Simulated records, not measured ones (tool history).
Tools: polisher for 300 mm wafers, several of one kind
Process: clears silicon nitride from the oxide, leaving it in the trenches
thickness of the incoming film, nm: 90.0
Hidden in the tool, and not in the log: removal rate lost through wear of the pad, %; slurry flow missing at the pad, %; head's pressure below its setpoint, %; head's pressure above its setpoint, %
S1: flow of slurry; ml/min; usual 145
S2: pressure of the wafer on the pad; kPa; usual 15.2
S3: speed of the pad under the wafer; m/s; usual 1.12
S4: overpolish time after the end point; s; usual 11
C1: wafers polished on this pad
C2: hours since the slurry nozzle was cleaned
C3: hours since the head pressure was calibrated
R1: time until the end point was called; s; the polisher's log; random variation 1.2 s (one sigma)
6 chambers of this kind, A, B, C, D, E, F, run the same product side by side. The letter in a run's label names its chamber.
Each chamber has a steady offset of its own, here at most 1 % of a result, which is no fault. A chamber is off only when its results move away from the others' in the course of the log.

run	hour	S1	S2	S3	S4	C1	C2	C3	R1
1E	9.1	145	15.2	1.12	11	447	118.4	349.2	90.855
2D	20.1	145	15.2	1.12	11	891	99.6	414.8	92.368
# hour 23.2: chamber E: worn pad replaced by a new one
# hour 24.2: chamber A: slurry nozzle cleaned
3F	33.6	145	15.2	1.12	11	833	263.3	1091	95.01
# hour 36.6: chamber C: worn pad replaced by a new one
4B	42.8	145	15.2	1.12	11	875	685.8	158.4	92.131
# hour 46: chamber F: worn pad replaced by a new one
5A	54.7	145	15.2	1.12	11	478	30.5	294.6	92.654
6C	63.2	145	15.2	1.12	11	183	67.8	239.3	92.133
# hour 64.3: chamber B: worn pad replaced by a new one
7C	76	145	15.2	1.12	11	272	80.6	252.1	91.572
# hour 90: chamber E: slurry nozzle cleaned
8E	90.4	145	15.2	1.12	11	463	0.4	430.5	91.311
# hour 99.7: chamber D: worn pad replaced by a new one
# hour 100.1: chamber A: worn pad replaced by a new one
9B	103.5	145	15.2	1.12	11	270	746.5	219.1	92.437
# hour 106.2: chamber D: head pressure recalibrated
10D	116.2	145	15.2	1.12	11	113	195.7	10.1	93.533
# hour 120.7: chamber E: worn pad replaced by a new one
11F	122.8	145	15.2	1.12	11	529	352.5	1180.2	93.562
12A	134.2	145	15.2	1.12	11	235	110	374.1	93.352
# hour 142: chamber E: head pressure recalibrated
13D	142.6	145	15.2	1.12	11	295	222.1	36.5	93.019
14B	155.8	145	15.2	1.12	11	630	798.8	271.4	94.242
15E	166.8	175	15.2	1.12	11	318	76.8	24.9	89.567
# hour 172.1: chamber F: worn pad replaced by a new one
16A	174.9	175	15.2	1.12	11	515	150.7	414.8	90.233
17C	183.7	175	15.2	1.12	11	1013	188.3	359.8	90.853
# hour 184.4: chamber D: slurry nozzle cleaned
18F	191.1	175	15.2	1.12	11	131	420.8	1248.5	90.156
# hour 194.5: chamber E: worn pad replaced by a new one
19B	200.2	175	15.2	1.12	11	936	843.2	315.8	91.921
# hour 201.6: chamber B: slurry nozzle cleaned
# hour 209.1: chamber C: slurry nozzle cleaned
# hour 211.6: chamber B: worn pad replaced by a new one
20A	212.9	175	15.2	1.12	11	777	188.7	452.8	91.541
21D	226.1	145	12.4	1.12	4	870	41.7	120	114.02
22E	234.4	145	12.4	1.12	4	274	144.4	92.5	115.41
# hour 239.4: chamber A: worn pad replaced by a new one
23F	248.8	145	12.4	1.12	4	528	478.5	1306.2	114.59
# hour 258: chamber D: worn pad replaced by a new one
24C	263.4	145	12.4	1.12	4	1562	54.4	439.5	116.18
# hour 270.8: chamber C: worn pad replaced by a new one
25C	273.3	145	12.4	1.12	4	17	64.3	449.4	112.89
# hour 286.8: chamber E: slurry nozzle cleaned
26E	287.4	145	12.4	1.12	4	639	0.7	145.5	112.97
# hour 288.4: chamber E: worn pad replaced by a new one
27A	295.1	145	15.2	1.12	11	383	270.9	535	93.605
# hour 295.9: chamber A: slurry nozzle cleaned
28D	304.5	145	15.2	1.12	6	320	120.1	198.4	93.585
29F	311.8	145	15.2	1.12	6	962	541.5	1369.2	92.543
# hour 312.3: chamber F: worn pad replaced by a new one
30B	322.7	145	15.2	1.12	6	765	121.1	438.3	95.298
31B	331.9	145	15.2	1.12	6	829	130.3	447.5	93.822
32F	340.3	145	15.2	1.12	6	193	570	1397.7	91.93
33E	354.1	145	15.2	1.12	6	453	67.4	212.2	92.01
34A	366.1	145	15.2	1.12	11	873	70.2	606	92.878
# hour 372.7: chamber A: worn pad replaced by a new one
# hour 374.8: chamber E: worn pad replaced by a new one
35D	379	145	11.7	1.12	11	833	194.6	272.9	120.43
36C	393.7	145	11.7	1.12	11	846	184.7	569.8	119.26
37E	405.5	145	11.7	1.12	11	211	118.8	263.6	119.75
38A	415.9	145	11.7	1.12	11	297	120	655.8	123.93
39C	424.8	145	11.7	1.12	11	1061	215.8	600.9	119.54

What goes on in this fleet: one chamber off, a drifting gauge, or nothing beyond the chambers' own small offsets? Name the chamber and the cause, if any.

No chamber stands off beyond its own small offset, and the gauge holds steady.
